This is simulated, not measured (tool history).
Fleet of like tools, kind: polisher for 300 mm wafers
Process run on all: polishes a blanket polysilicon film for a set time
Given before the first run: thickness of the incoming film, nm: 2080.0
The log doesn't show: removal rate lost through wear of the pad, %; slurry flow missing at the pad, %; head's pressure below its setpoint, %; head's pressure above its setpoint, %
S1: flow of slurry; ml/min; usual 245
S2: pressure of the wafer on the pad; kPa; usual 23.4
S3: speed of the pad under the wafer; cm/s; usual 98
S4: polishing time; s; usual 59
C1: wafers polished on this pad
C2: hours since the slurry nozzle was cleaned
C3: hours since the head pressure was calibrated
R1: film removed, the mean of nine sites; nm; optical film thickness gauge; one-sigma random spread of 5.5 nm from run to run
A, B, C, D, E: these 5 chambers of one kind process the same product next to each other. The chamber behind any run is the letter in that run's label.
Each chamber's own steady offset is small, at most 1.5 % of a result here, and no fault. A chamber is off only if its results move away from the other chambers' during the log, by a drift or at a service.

| run | hour | S1 | S2 | S3 | S4 | C1 | C2 | C3 | R1 |
|---|---|---|---|---|---|---|---|---|---|
|  | 4.4 | chamber E: head pressure recalibrated |
|  | 7.6 | chamber D: slurry nozzle cleaned |
| 1E | 10.2 | 245 | 23.4 | 98 | 59 | 734 | 560.5 | 5.9 | 520.28 |
| 2C | 18.5 | 245 | 23.4 | 98 | 59 | 870 | 400.7 | 230.5 | 512.62 |
|  | 26 | chamber D: worn pad replaced by a new one |
| 3B | 32.2 | 245 | 23.4 | 98 | 59 | 339 | 332.7 | 162.4 | 521.46 |
| 4A | 40.5 | 245 | 23.4 | 98 | 59 | 1101 | 318.7 | 518.6 | 507.37 |
|  | 48.9 | chamber C: worn pad replaced by a new one |
| 5D | 54 | 245 | 23.4 | 98 | 59 | 222 | 46.4 | 981.5 | 507.18 |
|  | 54.5 | chamber A: worn pad replaced by a new one |
|  | 62.6 | chamber D: head pressure recalibrated |
| 6E | 64.8 | 245 | 23.4 | 98 | 59 | 1167 | 615.1 | 60.5 | 514.9 |
|  | 66.2 | chamber E: worn pad replaced by a new one |
|  | 69.7 | chamber B: worn pad replaced by a new one |
| 7B | 74.1 | 245 | 23.4 | 98 | 59 | 35 | 374.6 | 204.3 | 515.16 |
| 8D | 83.3 | 245 | 23.4 | 98 | 59 | 454 | 75.7 | 20.8 | 506.87 |
| 9C | 92.7 | 245 | 23.4 | 98 | 59 | 348 | 474.9 | 304.7 | 503.03 |
|  | 103 | chamber D: worn pad replaced by a new one |
| 10A | 105.5 | 245 | 23.4 | 98 | 59 | 405 | 383.7 | 583.6 | 511.57 |
| 11D | 120.9 | 245 | 23.4 | 98 | 59 | 142 | 113.3 | 58.4 | 508.27 |
| 12C | 136.1 | 245 | 23.4 | 98 | 59 | 692 | 518.3 | 348.1 | 504.09 |
| 13B | 151.3 | 245 | 23.4 | 98 | 59 | 648 | 451.8 | 281.5 | 523.61 |
|  | 151.8 | chamber B: worn pad replaced by a new one |
| 14E | 157.9 | 245 | 23.4 | 98 | 59 | 727 | 708.2 | 153.6 | 513.42 |
| 15A | 168.7 | 245 | 23.4 | 128 | 59 | 906 | 446.9 | 646.8 | 663.15 |
|  | 174.9 | chamber A: head pressure recalibrated |
|  | 176.2 | chamber D: worn pad replaced by a new one |
| 16C | 181.8 | 245 | 23.4 | 128 | 59 | 1055 | 564 | 393.8 | 666.43 |
|  | 185.8 | chamber E: worn pad replaced by a new one |
| 17D | 194.3 | 245 | 23.4 | 128 | 59 | 143 | 186.7 | 131.8 | 676.46 |
|  | 201.5 | chamber C: worn pad replaced by a new one |
|  | 201.8 | chamber C: head pressure recalibrated |
| 18B | 203.7 | 245 | 23.4 | 128 | 59 | 412 | 504.2 | 333.9 | 683.8 |
|  | 207.8 | chamber A: worn pad replaced by a new one |
|  | 209.9 | chamber E: slurry nozzle cleaned |
| 19E | 215.6 | 245 | 23.4 | 128 | 59 | 236 | 5.7 | 211.3 | 683.59 |
| 20A | 229.3 | 245 | 23.4 | 98 | 59 | 170 | 507.5 | 54.4 | 515.42 |
|  | 233.4 | chamber B: worn pad replaced by a new one |
| 21E | 239.7 | 245 | 23.4 | 98 | 59 | 427 | 29.8 | 235.4 | 508.85 |
| 22C | 247.5 | 245 | 23.4 | 98 | 74 | 365 | 629.7 | 45.7 | 639.21 |
|  | 253.9 | chamber D: worn pad replaced by a new one |
| 23B | 257.5 | 245 | 23.4 | 98 | 74 | 191 | 558 | 387.7 | 649.63 |
| 24A | 264.2 | 245 | 23.4 | 98 | 74 | 447 | 542.4 | 89.3 | 644.52 |
|  | 265 | chamber C: slurry nozzle cleaned |
| 25D | 275.8 | 245 | 23.4 | 98 | 74 | 173 | 268.2 | 213.3 | 634.8 |
| 26C | 290.1 | 245 | 23.4 | 98 | 74 | 703 | 25.1 | 88.3 | 644.06 |
| 27D | 299.4 | 245 | 23.4 | 98 | 59 | 361 | 291.8 | 236.9 | 502.76 |
|  | 305.3 | chamber B: worn pad replaced by a new one |
| 28A | 307.3 | 245 | 23.4 | 98 | 59 | 789 | 585.5 | 132.4 | 521.99 |
| 29B | 314.8 | 245 | 23.4 | 98 | 59 | 75 | 615.3 | 445 | 520.48 |
| 30E | 324.2 | 245 | 23.4 | 98 | 59 | 1098 | 114.3 | 319.9 | 514.22 |
|  | 326.9 | chamber C: worn pad replaced by a new one |
|  | 328.1 | chamber A: slurry nozzle cleaned |
|  | 334.5 | chamber D: worn pad replaced by a new one |
| 31C | 338.6 | 245 | 23.4 | 98 | 59 | 93 | 73.6 | 136.8 | 519.33 |
| 32A | 351.1 | 245 | 23.4 | 98 | 59 | 1137 | 23.1 | 176.2 | 517.53 |
| 33D | 360.3 | 245 | 23.4 | 98 | 59 | 205 | 352.7 | 297.8 | 510.28 |

All 5 chambers run these settings next. Forecast each chamber's results:
| 34A | 371.3 | 245 | 23.4 | 98 | 59 |  |  |  | ? |
| 34B | 371.3 | 245 | 23.4 | 98 | 59 |  |  |  | ? |
| 34C | 371.3 | 245 | 23.4 | 98 | 59 |  |  |  | ? |
| 34D | 371.3 | 245 | 23.4 | 98 | 59 |  |  |  | ? |
| 34E | 371.3 | 245 | 23.4 | 98 | 59 |  |  |  | ? |

| run | R1 |
|---|---|
| 34A | 513.6 |
| 34B | 524.32 |
| 34C | 510.82 |
| 34D | 504.4 |
| 34E | 516.2 |
